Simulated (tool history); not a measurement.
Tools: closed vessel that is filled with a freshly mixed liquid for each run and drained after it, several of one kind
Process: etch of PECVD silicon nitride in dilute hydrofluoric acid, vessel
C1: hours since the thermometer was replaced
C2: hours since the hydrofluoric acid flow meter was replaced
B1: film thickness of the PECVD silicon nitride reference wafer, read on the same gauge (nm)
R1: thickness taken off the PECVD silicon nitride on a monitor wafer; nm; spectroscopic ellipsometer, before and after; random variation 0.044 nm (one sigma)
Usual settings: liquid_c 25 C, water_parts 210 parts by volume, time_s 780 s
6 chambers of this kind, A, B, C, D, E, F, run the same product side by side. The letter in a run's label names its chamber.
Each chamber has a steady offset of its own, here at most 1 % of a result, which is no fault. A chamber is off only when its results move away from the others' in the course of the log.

run 1E hour=3.1 | liquid_c=25 water_parts=210 time_s=780 | C1=588.9 C2=539.3 | B1=100.02 | R1=7.3454
run 2A hour=6.6 | liquid_c=25 water_parts=210 time_s=780 | C1=1256 C2=896.6 | B1=99.993 | R1=7.4009
run 3C hour=9 | liquid_c=25 water_parts=210 time_s=780 | C1=1358.5 C2=1083.8 | B1=100.02 | R1=7.4585
run 4B hour=11.5 | liquid_c=25 water_parts=210 time_s=780 | C1=959.6 C2=425.2 | B1=99.976 | R1=7.3698
run 5F hour=15.1 | liquid_c=25 water_parts=210 time_s=780 | C1=741.9 C2=1311.8 | B1=99.999 | R1=7.3592
run 6D hour=19.6 | liquid_c=25 water_parts=210 time_s=780 | C1=572.1 C2=653.9 | B1=99.973 | R1=7.5289
run 7B hour=22.8 | liquid_c=25 water_parts=210 time_s=780 | C1=970.9 C2=436.5 | B1=99.991 | R1=7.4697
run 8A hour=24.9 | liquid_c=22 water_parts=210 time_s=780 | C1=1274.3 C2=914.9 | B1=99.974 | R1=6.1295
run 9E hour=28.1 | liquid_c=22 water_parts=210 time_s=780 | C1=613.9 C2=564.3 | B1=99.972 | R1=6.1342
run 10F hour=30.2 | liquid_c=22 water_parts=210 time_s=780 | C1=757 C2=1326.9 | B1=100 | R1=6.0805
run 11C hour=33.7 | liquid_c=22 water_parts=210 time_s=780 | C1=1383.2 C2=1108.5 | B1=99.994 | R1=6.2812
run 12D hour=37.4 | liquid_c=22 water_parts=210 time_s=780 | C1=589.9 C2=671.7 | B1=100.04 | R1=6.214
run 13A hour=42.1 | liquid_c=22 water_parts=210 time_s=780 | C1=1291.5 C2=932.1 | B1=100.02 | R1=6.1755
run 14B hour=45.1 | liquid_c=25 water_parts=210 time_s=780 | C1=993.2 C2=458.8 | B1=99.979 | R1=7.4132
run 15C hour=48.4 | liquid_c=25 water_parts=210 time_s=780 | C1=1397.9 C2=1123.2 | B1=99.994 | R1=7.4592
run 16F hour=52.4 | liquid_c=25 water_parts=210 time_s=780 | C1=779.2 C2=1349.1 | B1=100.01 | R1=7.3987
run 17E hour=55.2 | liquid_c=25 water_parts=210 time_s=780 | C1=641 C2=591.4 | B1=100.02 | R1=7.3188
run 18D hour=59.5 | liquid_c=25 water_parts=210 time_s=780 | C1=612 C2=693.8 | B1=99.992 | R1=7.4491
run 19D hour=63.8 | liquid_c=25 water_parts=210 time_s=780 | C1=616.3 C2=698.1 | B1=99.972 | R1=7.5374
run 20A hour=65.9 | liquid_c=25 water_parts=210 time_s=780 | C1=1315.3 C2=955.9 | B1=100.02 | R1=7.4784
run 21F hour=70.1 | liquid_c=22.5 water_parts=210 time_s=780 | C1=796.9 C2=1366.8 | B1=99.983 | R1=6.2567
run 22E hour=72.3 | liquid_c=22.5 water_parts=210 time_s=780 | C1=658.1 C2=608.5 | B1=99.988 | R1=6.3202
run 23B hour=75.7 | liquid_c=22.5 water_parts=210 time_s=780 | C1=1023.8 C2=489.4 | B1=100.01 | R1=6.3726
-- hour=77.6 chamber E: hydrofluoric acid flow meter replaced
-- hour=80 chamber F: thermometer replaced
run 24C hour=80.1 | liquid_c=22.5 water_parts=210 time_s=780 | C1=1429.6 C2=1154.9 | B1=99.971 | R1=6.3892
run 25C hour=83.6 | liquid_c=22.5 water_parts=210 time_s=780 | C1=1433.1 C2=1158.4 | B1=99.997 | R1=6.4274
run 26A hour=87 | liquid_c=22.5 water_parts=210 time_s=780 | C1=1336.4 C2=977 | B1=99.995 | R1=6.2796
run 27E hour=90.5 | liquid_c=25 water_parts=210 time_s=780 | C1=676.3 C2=13 | B1=99.989 | R1=7.3989
run 28F hour=94.1 | liquid_c=25 water_parts=210 time_s=780 | C1=14.2 C2=1390.8 | B1=99.997 | R1=7.3654
run 29D hour=96.7 | liquid_c=25 water_parts=210 time_s=780 | C1=649.2 C2=731 | B1=100 | R1=7.5326
run 30B hour=99.8 | liquid_c=25 water_parts=210 time_s=780 | C1=1047.9 C2=513.5 | B1=99.992 | R1=7.4297
run 31D hour=102.2 | liquid_c=25 water_parts=210 time_s=780 | C1=654.7 C2=736.5 | B1=100 | R1=7.528
run 32A hour=104.7 | liquid_c=25 water_parts=210 time_s=780 | C1=1354.1 C2=994.7 | B1=100.01 | R1=7.4362
run 33F hour=106.9 | liquid_c=25 water_parts=210 time_s=780 | C1=27 C2=1403.6 | B1=99.993 | R1=7.4126
run 34B hour=109.3 | liquid_c=25 water_parts=210 time_s=780 | C1=1057.4 C2=523 | B1=99.977 | R1=7.424
run 35C hour=112.1 | liquid_c=25 water_parts=210 time_s=780 | C1=1461.6 C2=1186.9 | B1=99.971 | R1=7.4097
run 36E hour=115.8 | liquid_c=25 water_parts=210 time_s=780 | C1=701.6 C2=38.3 | B1=99.997 | R1=7.36
run 37F hour=117.9 | liquid_c=25 water_parts=210 time_s=780 | C1=38 C2=1414.6 | B1=100 | R1=7.2792
run 38B hour=121.7 | liquid_c=25 water_parts=210 time_s=780 | C1=1069.8 C2=535.4 | B1=99.991 | R1=7.4101
run 39A hour=125 | liquid_c=25 water_parts=210 time_s=780 | C1=1374.4 C2=1015 | B1=99.994 | R1=7.4845
run 40D hour=129.3 | liquid_c=25 water_parts=210 time_s=780 | C1=681.8 C2=763.6 | B1=100.01 | R1=7.5197
run 41C hour=133.8 | liquid_c=25 water_parts=210 time_s=780 | C1=1483.3 C2=1208.6 | B1=100 | R1=7.5213

All 6 chambers run these settings next. Forecast each chamber's results:
run 42A hour=137.2 | liquid_c=25 water_parts=210 time_s=780 | R1=?
run 42B hour=137.2 | liquid_c=25 water_parts=210 time_s=780 | R1=?
run 42C hour=137.2 | liquid_c=25 water_parts=210 time_s=780 | R1=?
run 42D hour=137.2 | liquid_c=25 water_parts=210 time_s=780 | R1=?
run 42E hour=137.2 | liquid_c=25 water_parts=210 time_s=780 | R1=?
run 42F hour=137.2 | liquid_c=25 water_parts=210 time_s=780 | R1=?

run=42A R1=7.4402
run=42B R1=7.4198
run=42C R1=7.5178
run=42D R1=7.4484
run=42E R1=7.4368
run=42F R1=7.267
